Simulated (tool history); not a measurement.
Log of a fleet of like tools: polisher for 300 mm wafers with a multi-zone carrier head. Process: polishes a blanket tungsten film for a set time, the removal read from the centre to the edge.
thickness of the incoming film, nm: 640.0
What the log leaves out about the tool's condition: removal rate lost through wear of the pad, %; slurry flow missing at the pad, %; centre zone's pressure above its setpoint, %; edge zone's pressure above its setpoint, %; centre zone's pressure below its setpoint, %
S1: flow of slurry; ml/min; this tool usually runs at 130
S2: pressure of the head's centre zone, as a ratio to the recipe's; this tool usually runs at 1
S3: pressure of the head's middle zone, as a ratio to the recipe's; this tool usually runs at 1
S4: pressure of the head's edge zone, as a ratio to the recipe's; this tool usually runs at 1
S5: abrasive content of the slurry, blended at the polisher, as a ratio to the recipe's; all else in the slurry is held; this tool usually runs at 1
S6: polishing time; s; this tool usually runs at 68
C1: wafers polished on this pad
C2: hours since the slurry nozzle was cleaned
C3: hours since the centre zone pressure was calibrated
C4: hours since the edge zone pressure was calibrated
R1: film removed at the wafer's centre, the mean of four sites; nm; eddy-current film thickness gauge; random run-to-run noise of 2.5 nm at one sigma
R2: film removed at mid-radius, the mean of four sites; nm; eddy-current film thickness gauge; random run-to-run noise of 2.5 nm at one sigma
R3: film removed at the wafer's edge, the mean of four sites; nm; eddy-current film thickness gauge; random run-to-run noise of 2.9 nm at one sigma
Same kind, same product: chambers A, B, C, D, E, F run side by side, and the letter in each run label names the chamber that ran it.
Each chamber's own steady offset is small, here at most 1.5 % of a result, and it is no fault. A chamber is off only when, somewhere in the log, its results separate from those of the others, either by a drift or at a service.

run,hour,S1,S2,S3,S4,S5,S6,C1,C2,C3,C4,R1,R2,R3
1D,4.2,130,1,1,1,1,68,307,483.1,76.7,607.9,260.96,259.27,261.55
# hour 4.3: chamber F: worn pad replaced by a new one
2C,9.8,130,1,1,1,1,68,144,166.7,146.3,363.8,260.11,251.81,262.17
3F,15,130,1,1,1,1,68,148,541.5,409.7,437.8,257.87,260.21,257.71
# hour 18.5: chamber B: worn pad replaced by a new one
4E,19.5,130,1,1,1,1,68,504,42.3,1015,256.3,262.19,267.57,254.55
5A,23.6,130,1.09,1,1.04,1,68,1088,629.6,679.2,730.3,283.75,261.8,268.59
6B,26.2,130,1.09,1,1.04,1,68,106,174.9,768.7,533.3,287.48,261.34,267.86
7F,31.7,130,1.09,1,1.04,1,68,378,558.2,426.4,454.5,286.23,262.53,269.16
# hour 32.3: chamber A: worn pad replaced by a new one
# hour 33.3: chamber E: worn pad replaced by a new one
8B,36.4,130,1.09,1,1.04,1,68,247,185.1,778.9,543.5,278.81,255.08,264.16
# hour 40: chamber C: worn pad replaced by a new one
9C,41.8,130,1.09,1,1.04,1,68,24,198.7,178.3,395.8,286.69,256.63,267.14
10D,44.3,130,1.09,1,1.04,1,68,859,523.2,116.8,648,284.04,259.23,261.39
11A,47,130,1,1,1,1,68,202,653,702.6,753.7,263.29,260.59,256.82
12E,50,130,1,1,1,1,68,231,72.8,1045.5,286.8,262.57,259.1,256.63
13D,53.5,130,1,1,1,1,68,986,532.4,126,657.2,262.18,259.43,256.39
# hour 53.8: chamber F: worn pad replaced by a new one
14B,56.4,130,1,1,1,1,68,522,205.1,798.9,563.5,256.77,259.49,257.53
15E,61,130,1,1,1,1,68,382,83.8,1056.5,297.8,257.78,261.94,259.2
# hour 61.3: chamber B: worn pad replaced by a new one
16A,66.1,130,1,1,1,1,68,465,672.1,721.7,772.8,255.39,259.41,256.99
17C,69.9,130,1,1,1,1,68,412,226.8,206.4,423.9,260.67,259.98,265.29
18F,73.9,130,1,1,1,1,68,277,600.4,468.6,496.7,260.09,258.26,264.44
# hour 76.9: chamber E: worn pad replaced by a new one
19C,77.3,130,1,1,1,1,68,514,234.2,213.8,431.3,261.94,251.13,265.66
# hour 78.4: chamber C: edge zone pressure recalibrated
20F,79.8,130,1,1,1,1,68,358,606.3,474.5,502.6,256.01,257.75,260.72
# hour 83.5: chamber C: worn pad replaced by a new one
21A,84.4,130,1,1,1,1,68,717,690.4,740,791.1,260.64,261.11,261.25
# hour 86.7: chamber D: worn pad replaced by a new one
22D,89.7,130,1,1,1,1,68,42,568.6,162.2,693.4,262.47,262.95,253.69
# hour 91.2: chamber B: edge zone pressure recalibrated
23E,92.6,130,1,1,1,1,68,216,115.4,1088.1,329.4,260.65,259.96,256.21
24B,97.9,130,1,1,1,1,68,505,246.6,840.4,6.7,252.15,257.86,255.1
25D,100.5,130,1,1,1,1,68,191,579.4,173,704.2,261.75,266.16,263.17
26B,103.6,130,1,1,1,1,68,583,252.3,846.1,12.4,252.43,259,263.8
# hour 103.7: chamber B: worn pad replaced by a new one
27E,107.8,130,1,1,1,1,68,426,130.6,1103.3,344.6,263.39,261.21,259.7
# hour 108.8: chamber F: worn pad replaced by a new one
28A,110.8,130,1,1,1,1,68,1081,716.8,766.4,817.5,260.28,259.77,257.84
29C,113.7,130,1,1,1,1,68,416,270.6,250.2,35.3,262.58,258.73,265.9
# hour 116.5: chamber F: slurry nozzle cleaned
30F,118,130,1,1,1,1,68,128,1.6,512.7,540.8,260.33,255.73,255.35
# hour 121.8: chamber E: worn pad replaced by a new one
31F,122.3,130,1,1,1,1,68,187,5.9,517,545.1,263.3,261.67,260.82
# hour 123: chamber C: worn pad replaced by a new one
32A,127.7,130,1,1,1,1,68,1314,733.7,783.3,834.4,261.72,253.45,258.47
# hour 130.7: chamber D: edge zone pressure recalibrated
33D,131.1,130,1,1,1,1,68,613,610,203.6,0.5,260.18,256.91,256
34B,134.1,130,1,1,1,1,68,419,282.8,876.6,42.9,255.4,257.78,263.14
35E,138.8,130,1,1,1,1,68,234,161.6,1134.3,375.6,260.93,254.56,258.01
36C,141.2,130,1,1.08,1,1,53,250,298.1,277.7,62.8,204.9,214.1,206.31

Next, all 6 chambers run the settings below, one line each with question marks for the results. What does each chamber give?
37A,145.2,130,1,1,1,1,68,,,,,?,?,?
37B,145.2,130,1,1,1,1,68,,,,,?,?,?
37C,145.2,130,1,1,1,1,68,,,,,?,?,?
37D,145.2,130,1,1,1,1,68,,,,,?,?,?
37E,145.2,130,1,1,1,1,68,,,,,?,?,?
37F,145.2,130,1,1,1,1,68,,,,,?,?,?

run,R1,R2,R3
37A,258.52,257.93,258.99
37B,255.42,259.02,260.64
37C,260.72,260.83,263.56
37D,257.3,263.42,256.1
37E,258.67,263.87,255.09
37F,256.48,255.66,262.09

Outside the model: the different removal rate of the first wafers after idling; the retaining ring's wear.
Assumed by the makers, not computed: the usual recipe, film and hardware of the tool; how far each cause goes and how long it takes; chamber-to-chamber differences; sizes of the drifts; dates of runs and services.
